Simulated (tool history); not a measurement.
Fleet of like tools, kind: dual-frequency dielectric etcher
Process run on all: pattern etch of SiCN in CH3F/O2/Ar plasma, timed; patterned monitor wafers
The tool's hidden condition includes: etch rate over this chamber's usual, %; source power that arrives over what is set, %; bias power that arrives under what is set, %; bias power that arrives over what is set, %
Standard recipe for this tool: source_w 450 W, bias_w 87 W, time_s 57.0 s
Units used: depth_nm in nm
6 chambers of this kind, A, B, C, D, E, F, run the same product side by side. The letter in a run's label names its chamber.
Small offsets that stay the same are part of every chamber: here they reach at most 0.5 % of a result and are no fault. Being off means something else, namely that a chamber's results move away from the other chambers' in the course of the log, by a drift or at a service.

run    day  source_w  bias_w  time_s  hours since the last wet clean  hours since the last source power generator calibration  hours since the last bias power generator calibration  read-back reference wafer on the same gauge, depth_nm  depth_nm
 1F  0.129       450      87    57.0                           116.1                                                   1011.8                                                 3619.0                                                 28.600    23.981
 2E  0.338       450      87    57.0                           322.2                                                   2106.2                                                  437.5                                                 28.603    24.037
 3A  0.529       450      87    57.0                           309.6                                                   1202.9                                                 1341.4                                                 28.602    23.768
 4D  0.788       450      87    57.0                           315.2                                                    389.9                                                 1091.7                                                 28.585    24.075
 5C  1.004       450      87    57.0                           358.5                                                    246.3                                                 2059.9                                                 28.602    24.079
 6B  1.150       450      87    57.0                           234.0                                                   1568.2                                                  570.8                                                 28.600    23.799
 7C  1.379       450      87    57.0                           367.5                                                    255.3                                                 2068.9                                                 28.602    24.003
 8E  1.525       450      87    57.0                           350.7                                                   2134.7                                                  466.0                                                 28.602    24.114
     1.667  -- chamber C: wet clean of the chamber
 9F  1.746       450      87    57.0                           154.9                                                   1050.6                                                 3657.8                                                 28.604    23.940
10D  1.862       450      87    57.0                           341.0                                                    415.7                                                 1117.5                                                 28.611    24.031
11A  2.104       490      87    43.5                           347.4                                                   1240.7                                                 1379.2                                                 28.621    18.692
12B  2.242       490      87    43.5                           260.2                                                   1594.4                                                  597.0                                                 28.592    18.787
13F  2.483       490      87    43.5                           172.6                                                   1068.3                                                 3675.5                                                 28.593    18.846
14B  2.729       490      87    43.5                           271.9                                                   1606.1                                                  608.7                                                 28.599    18.789
15A  2.925       490      87    43.5                           367.1                                                   1260.4                                                 1398.9                                                 28.588    18.730
16E  3.058       490      87    43.5                           387.5                                                   2171.5                                                  502.8                                                 28.601    19.005
17C  3.242       520      87    57.0                            37.9                                                    300.0                                                 2113.6                                                 28.602    25.275
     3.283  -- chamber D: wet clean of the chamber
18D  3.442       520      87    57.0                             3.8                                                    453.6                                                 1155.4                                                 28.595    25.368
19F  3.554       520      87    57.0                           198.3                                                   1094.0                                                 3701.2                                                 28.609    25.303
20E  3.700       520      87    57.0                           402.9                                                   2186.9                                                  518.2                                                 28.602    25.345
21D  3.912       520      87    57.0                            15.1                                                    464.9                                                 1166.7                                                 28.598    25.317
22B  4.112       520      87    57.0                           305.1                                                   1639.3                                                  641.9                                                 28.591    25.169
23C  4.296       450      87    57.0                            63.2                                                    325.3                                                 2138.9                                                 28.604    24.021
24A  4.496       450      87    57.0                           404.8                                                   1298.1                                                 1436.6                                                 28.607    23.823
25F  4.638       450      87    57.0                           224.3                                                   1120.0                                                 3727.2                                                 28.600    23.999
26C  4.854       450      87    57.0                            76.6                                                    338.7                                                 2152.3                                                 28.595    24.037
     5.100  -- chamber E: wet clean of the chamber
27B  5.117       450      87    57.0                           329.2                                                   1663.4                                                  666.0                                                 28.599    23.937
28A  5.346       450      87    57.0                           425.2                                                   1318.5                                                 1457.0                                                 28.594    23.815
29D  5.492       500      87    57.0                            53.0                                                    502.8                                                 1204.6                                                 28.617    24.880
30E  5.683       500      87    57.0                            14.1                                                   2234.5                                                  565.8                                                 28.604    24.993
31D  5.921       500      87    57.0                            63.3                                                    513.1                                                 1214.9                                                 28.611    24.961
32C  6.104       500      87    57.0                           106.6                                                    368.7                                                 2182.3                                                 28.594    24.983
33B  6.229       500      87    57.0                           355.9                                                   1690.1                                                  692.7                                                 28.599    24.848
34E  6.371       500      87    57.0                            30.6                                                   2251.0                                                  582.3                                                 28.600    24.946
35F  6.629       450      87    57.0                           272.1                                                   1167.8                                                 3775.0                                                 28.610    23.995
36A  6.771       450      87    57.0                           459.4                                                   1352.7                                                 1491.2                                                 28.601    23.760
37A  6.912       450      87    57.0                           462.8                                                   1356.1                                                 1494.6                                                 28.584    23.842
38C  7.150       450      87    57.0                           131.7                                                    393.8                                                 2207.4                                                 28.607    24.035

For the next run the whole fleet of 6 chambers uses the same settings. Give each chamber's results:
39A  7.338       450      87    72.5                                                                                                                                                                                                                ?
39B  7.338       450      87    72.5                                                                                                                                                                                                                ?
39C  7.338       450      87    72.5                                                                                                                                                                                                                ?
39D  7.338       450      87    72.5                                                                                                                                                                                                                ?
39E  7.338       450      87    72.5                                                                                                                                                                                                                ?
39F  7.338       450      87    72.5                                                                                                                                                                                                                ?

run  depth_nm
39A    30.275
39B    30.357
39C    30.711
39D    30.562
39E    30.618
39F    30.488
